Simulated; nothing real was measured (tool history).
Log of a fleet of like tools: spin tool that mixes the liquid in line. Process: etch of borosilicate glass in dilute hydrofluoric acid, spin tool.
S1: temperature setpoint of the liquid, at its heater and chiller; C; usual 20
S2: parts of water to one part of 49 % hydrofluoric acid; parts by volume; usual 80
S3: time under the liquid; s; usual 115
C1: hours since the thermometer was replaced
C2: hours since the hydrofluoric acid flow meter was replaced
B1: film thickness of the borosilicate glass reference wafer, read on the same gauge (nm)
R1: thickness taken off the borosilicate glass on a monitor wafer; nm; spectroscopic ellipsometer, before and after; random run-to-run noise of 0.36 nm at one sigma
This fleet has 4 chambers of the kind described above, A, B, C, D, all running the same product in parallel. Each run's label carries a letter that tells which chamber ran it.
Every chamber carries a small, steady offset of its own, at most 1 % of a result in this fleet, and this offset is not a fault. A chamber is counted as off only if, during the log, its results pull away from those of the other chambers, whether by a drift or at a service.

run 1B day=0.475 | S1=20 S2=80 S3=115 | C1=2355.5 C2=425.9 | B1=29.962 | R1=37.884
run 2A day=0.721 | S1=20 S2=80 S3=115 | C1=1401.8 C2=247.5 | B1=30.006 | R1=38.910
run 3D day=0.996 | S1=20 S2=80 S3=115 | C1=925.8 C2=154.2 | B1=29.970 | R1=38.684
run 4C day=1.275 | S1=20 S2=80 S3=115 | C1=761.9 C2=951.1 | B1=29.993 | R1=37.613
run 5C day=1.671 | S1=20 S2=80 S3=115 | C1=771.4 C2=960.6 | B1=30.023 | R1=37.503
run 6D day=2.012 | S1=20 S2=80 S3=115 | C1=950.2 C2=178.6 | B1=30.003 | R1=37.592
run 7B day=2.292 | S1=20 S2=80 S3=115 | C1=2399.1 C2=469.5 | B1=29.961 | R1=38.088
run 8A day=2.612 | S1=17 S2=80 S3=115 | C1=1447.2 C2=292.9 | B1=29.992 | R1=33.694
run 9B day=3.096 | S1=17 S2=80 S3=115 | C1=2418.4 C2=488.8 | B1=29.970 | R1=33.790
run 10C day=3.517 | S1=17 S2=80 S3=115 | C1=815.7 C2=1004.9 | B1=29.982 | R1=33.606
run 11A day=3.775 | S1=17 S2=80 S3=115 | C1=1475.1 C2=320.8 | B1=30.054 | R1=33.855
run 12D day=4.154 | S1=20 S2=80 S3=115 | C1=1001.6 C2=230.0 | B1=30.018 | R1=38.122
run 13D day=4.538 | S1=20 S2=80 S3=115 | C1=1010.8 C2=239.2 | B1=30.049 | R1=38.012
run 14C day=5.029 | S1=20 S2=80 S3=115 | C1=852.0 C2=1041.2 | B1=29.967 | R1=38.021
-- day=5.167 chamber B: hydrofluoric acid flow meter replaced
run 15A day=5.338 | S1=20 S2=80 S3=115 | C1=1512.6 C2=358.3 | B1=30.024 | R1=38.172
run 16B day=5.750 | S1=20 S2=80 S3=115 | C1=2482.1 C2=14.0 | B1=30.005 | R1=38.331
run 17A day=6.133 | S1=20 S2=80 S3=115 | C1=1531.7 C2=377.4 | B1=29.973 | R1=38.027
run 18D day=6.517 | S1=20 S2=80 S3=115 | C1=1058.3 C2=286.7 | B1=30.063 | R1=37.922
run 19B day=6.838 | S1=20 S2=80 S3=115 | C1=2508.2 C2=40.1 | B1=29.985 | R1=38.324
run 20C day=7.100 | S1=17 S2=80 S3=115 | C1=901.7 C2=1090.9 | B1=30.027 | R1=33.647
run 21A day=7.483 | S1=17 S2=80 S3=115 | C1=1564.1 C2=409.8 | B1=30.013 | R1=32.858
-- day=7.600 chamber B: thermometer replaced
run 22B day=7.808 | S1=17 S2=80 S3=115 | C1=5.1 C2=63.4 | B1=30.001 | R1=33.896
run 23C day=8.296 | S1=17 S2=80 S3=115 | C1=930.4 C2=1119.6 | B1=29.981 | R1=33.520
run 24D day=8.546 | S1=20 S2=80 S3=115 | C1=1107.0 C2=335.4 | B1=29.984 | R1=38.228
run 25C day=9.038 | S1=20 S2=80 S3=115 | C1=948.2 C2=1137.4 | B1=29.989 | R1=38.124
run 26A day=9.354 | S1=20 S2=80 S3=115 | C1=1609.0 C2=454.7 | B1=29.986 | R1=37.350
run 27B day=9.796 | S1=20 S2=65 S3=115 | C1=52.8 C2=111.1 | B1=30.012 | R1=47.291
run 28D day=10.150 | S1=20 S2=65 S3=115 | C1=1145.5 C2=373.9 | B1=30.015 | R1=47.559
run 29A day=10.612 | S1=20 S2=65 S3=115 | C1=1639.2 C2=484.9 | B1=30.026 | R1=45.688
run 30C day=11.121 | S1=20 S2=65 S3=115 | C1=998.2 C2=1187.4 | B1=30.045 | R1=48.240
run 31D day=11.617 | S1=20 S2=80 S3=115 | C1=1180.7 C2=409.1 | B1=29.984 | R1=38.171
run 32B day=12.046 | S1=20 S2=80 S3=115 | C1=106.8 C2=165.1 | B1=30.020 | R1=38.571
run 33A day=12.404 | S1=20 S2=80 S3=115 | C1=1682.2 C2=527.9 | B1=30.023 | R1=36.087
run 34D day=12.800 | S1=20 S2=80 S3=115 | C1=1209.1 C2=437.5 | B1=29.966 | R1=38.140
run 35B day=13.246 | S1=20 S2=80 S3=115 | C1=135.6 C2=193.9 | B1=30.014 | R1=39.070
run 36C day=13.721 | S1=25 S2=80 S3=115 | C1=1060.6 C2=1249.8 | B1=29.969 | R1=46.699
run 37B day=14.221 | S1=25 S2=80 S3=115 | C1=159.0 C2=217.3 | B1=30.025 | R1=46.275
run 38A day=14.721 | S1=25 S2=80 S3=115 | C1=1737.8 C2=583.5 | B1=30.000 | R1=43.539
run 39D day=15.200 | S1=25 S2=80 S3=115 | C1=1266.7 C2=495.1 | B1=29.962 | R1=46.041
run 40C day=15.512 | S1=20 S2=80 S3=115 | C1=1103.6 C2=1292.8 | B1=30.027 | R1=37.758
run 41D day=15.796 | S1=20 S2=80 S3=115 | C1=1281.0 C2=509.4 | B1=30.017 | R1=38.244
run 42A day=16.179 | S1=20 S2=80 S3=115 | C1=1772.8 C2=618.5 | B1=30.064 | R1=35.511
run 43B day=16.650 | S1=20 S2=80 S3=115 | C1=217.3 C2=275.6 | B1=29.963 | R1=38.222
run 44C day=16.954 | S1=20 S2=80 S3=115 | C1=1138.2 C2=1327.4 | B1=30.020 | R1=37.667

All 4 chambers run these settings next. Forecast each chamber's results:
run 45A day=17.317 | S1=20 S2=80 S3=115 | R1=?
run 45B day=17.317 | S1=20 S2=80 S3=115 | R1=?
run 45C day=17.317 | S1=20 S2=80 S3=115 | R1=?
run 45D day=17.317 | S1=20 S2=80 S3=115 | R1=?

run=45A R1=34.765
run=45B R1=37.696
run=45C R1=38.474
run=45D R1=37.913

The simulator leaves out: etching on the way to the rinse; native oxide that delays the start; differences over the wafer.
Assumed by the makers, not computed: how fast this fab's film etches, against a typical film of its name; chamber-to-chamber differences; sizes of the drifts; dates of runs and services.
